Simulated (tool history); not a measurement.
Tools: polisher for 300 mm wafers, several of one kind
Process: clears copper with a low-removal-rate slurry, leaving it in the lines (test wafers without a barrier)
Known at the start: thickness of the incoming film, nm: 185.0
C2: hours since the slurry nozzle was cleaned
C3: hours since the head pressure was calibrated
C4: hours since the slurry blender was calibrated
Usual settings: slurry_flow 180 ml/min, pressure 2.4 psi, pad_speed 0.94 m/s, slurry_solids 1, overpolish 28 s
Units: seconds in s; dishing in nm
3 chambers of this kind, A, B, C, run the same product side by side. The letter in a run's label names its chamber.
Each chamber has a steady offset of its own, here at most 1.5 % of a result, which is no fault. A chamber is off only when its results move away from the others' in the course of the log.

Run 1C, hour 8.2: usual settings; wafers polished on this pad 1158; C2 255.5; C3 568.3; C4 186.7. Result: seconds 94.002 s, dishing 26.078 nm.
Run 2B, hour 14.1: usual settings; wafers polished on this pad 252; C2 277.1; C3 617.8; C4 120. Result: seconds 94.974 s, dishing 26.112 nm.
Run 3A, hour 22.6: usual settings; wafers polished on this pad 535; C2 174.1; C3 556.1; C4 218.2. Result: seconds 89.698 s, dishing 25.922 nm.
At hour 24.3: chamber C: worn pad replaced by a new one.
Run 4A, hour 29.4: usual settings; wafers polished on this pad 585; C2 180.9; C3 562.9; C4 225. Result: seconds 95.206 s, dishing 27.016 nm.
Run 5C, hour 34.5: usual settings; wafers polished on this pad 75; C2 281.8; C3 594.6; C4 213. Result: seconds 93.216 s, dishing 26.529 nm.
Run 6B, hour 40.7: usual settings; wafers polished on this pad 448; C2 303.7; C3 644.4; C4 146.6. Result: seconds 93.805 s, dishing 26.827 nm.
Run 7B, hour 50.1: usual settings; wafers polished on this pad 517; C2 313.1; C3 653.8; C4 156. Result: seconds 90.154 s, dishing 26.629 nm.
Run 8C, hour 60.2: usual settings; wafers polished on this pad 265; C2 307.5; C3 620.3; C4 238.7. Result: seconds 94.487 s, dishing 26.738 nm.
At hour 62: chamber B: slurry blender recalibrated.
Run 9A, hour 67.7: usual settings; wafers polished on this pad 868; C2 219.2; C3 601.2; C4 263.3. Result: seconds 93.596 s, dishing 27.78 nm.
Run 10A, hour 74.1: usual settings but slurry_solids 0.9, overpolish 39 s; wafers polished on this pad 915; C2 225.6; C3 607.6; C4 269.7. Result: seconds 97.351 s, dishing 32.81 nm.
At hour 75.6: chamber B: worn pad replaced by a new one.
Run 11B, hour 82.1: usual settings but slurry_solids 0.9, overpolish 39 s; wafers polished on this pad 48; C2 345.1; C3 685.8; C4 20.2. Result: seconds 93.086 s, dishing 30.94 nm.
At hour 82.8: chamber A: head pressure recalibrated.
At hour 85.3: chamber C: slurry blender recalibrated.
Run 12C, hour 90.1: usual settings but slurry_solids 0.9, overpolish 39 s; wafers polished on this pad 485; C2 337.4; C3 650.2; C4 4.8. Result: seconds 96.846 s, dishing 31.332 nm.
At hour 92.3: chamber A: worn pad replaced by a new one.
Run 13C, hour 98.6: usual settings; wafers polished on this pad 548; C2 345.9; C3 658.7; C4 13.3. Result: seconds 92.072 s, dishing 26.549 nm.
Run 14A, hour 108.8: usual settings; wafers polished on this pad 121; C2 260.3; C3 26; C4 304.4. Result: seconds 102.56 s, dishing 26.217 nm.
Run 15B, hour 118.7: usual settings but overpolish 23 s; wafers polished on this pad 318; C2 381.7; C3 722.4; C4 56.8. Result: seconds 93.389 s, dishing 24 nm.
Run 16A, hour 128.4: usual settings but overpolish 23 s; wafers polished on this pad 266; C2 279.9; C3 45.6; C4 324. Result: seconds 100.37 s, dishing 22.126 nm.
Run 17B, hour 134.9: usual settings but overpolish 23 s; wafers polished on this pad 438; C2 397.9; C3 738.6; C4 73. Result: seconds 92.523 s, dishing 24.397 nm.
Run 18C, hour 142: usual settings; wafers polished on this pad 868; C2 389.3; C3 702.1; C4 56.7. Result: seconds 94.405 s, dishing 26.824 nm.
Run 19B, hour 146.8: usual settings; wafers polished on this pad 525; C2 409.8; C3 750.5; C4 84.9. Result: seconds 93.838 s, dishing 26.666 nm.
Run 20C, hour 152.9: usual settings; wafers polished on this pad 949; C2 400.2; C3 713; C4 67.6. Result: seconds 92.877 s, dishing 25.646 nm.
Run 21A, hour 159: usual settings; wafers polished on this pad 492; C2 310.5; C3 76.2; C4 354.6. Result: seconds 103.56 s, dishing 24.774 nm.
Run 22B, hour 163.6: usual settings; wafers polished on this pad 649; C2 426.6; C3 767.3; C4 101.7. Result: seconds 90.865 s, dishing 27.462 nm.
Run 23C, hour 169.4: usual settings; wafers polished on this pad 1070; C2 416.7; C3 729.5; C4 84.1. Result: seconds 93.813 s, dishing 26.733 nm.

What goes on in this fleet: one chamber off, a drifting gauge, or nothing beyond the chambers' own small offsets? Name the chamber and the cause, if any.

A service left chamber A off against the others.
Cause: head's pressure below its setpoint, % = 9.

Here are 4 candidates for chamber A's next run, each the usual settings with a change, their results left as question marks. Which one brings its results back in line with what the others give on the usual settings?
In line means no further than this from the other chambers' mean on the usual settings: seconds 4.8 s; dishing 2.2 nm
Run 24A-1, hour 176.7: usual settings but pressure 2.5 psi, pad_speed 0.98 m/s. Result: seconds ?, dishing ?.
Run 24A-2, hour 176.7: usual settings but slurry_flow 175 ml/min, pressure 2.2 psi, pad_speed 0.86 m/s. Result: seconds ?, dishing ?.
Run 24A-3, hour 176.7: usual settings but pressure 2.3 psi, pad_speed 0.9 m/s. Result: seconds ?, dishing ?.
Run 24A-4, hour 176.7: usual settings but slurry_flow 185 ml/min, pressure 2.6 psi, pad_speed 1.02 m/s. Result: seconds ?, dishing ?.

The other chambers' mean on the usual settings: seconds 93.588 s; dishing 26.82 nm
  run  seconds  dishing
24A-1   93.482   26.804
24A-2   121.37   22.871
24A-3   110.53   24.266
24A-4   86.061   28.054
24A-1 brings the chamber back in line.

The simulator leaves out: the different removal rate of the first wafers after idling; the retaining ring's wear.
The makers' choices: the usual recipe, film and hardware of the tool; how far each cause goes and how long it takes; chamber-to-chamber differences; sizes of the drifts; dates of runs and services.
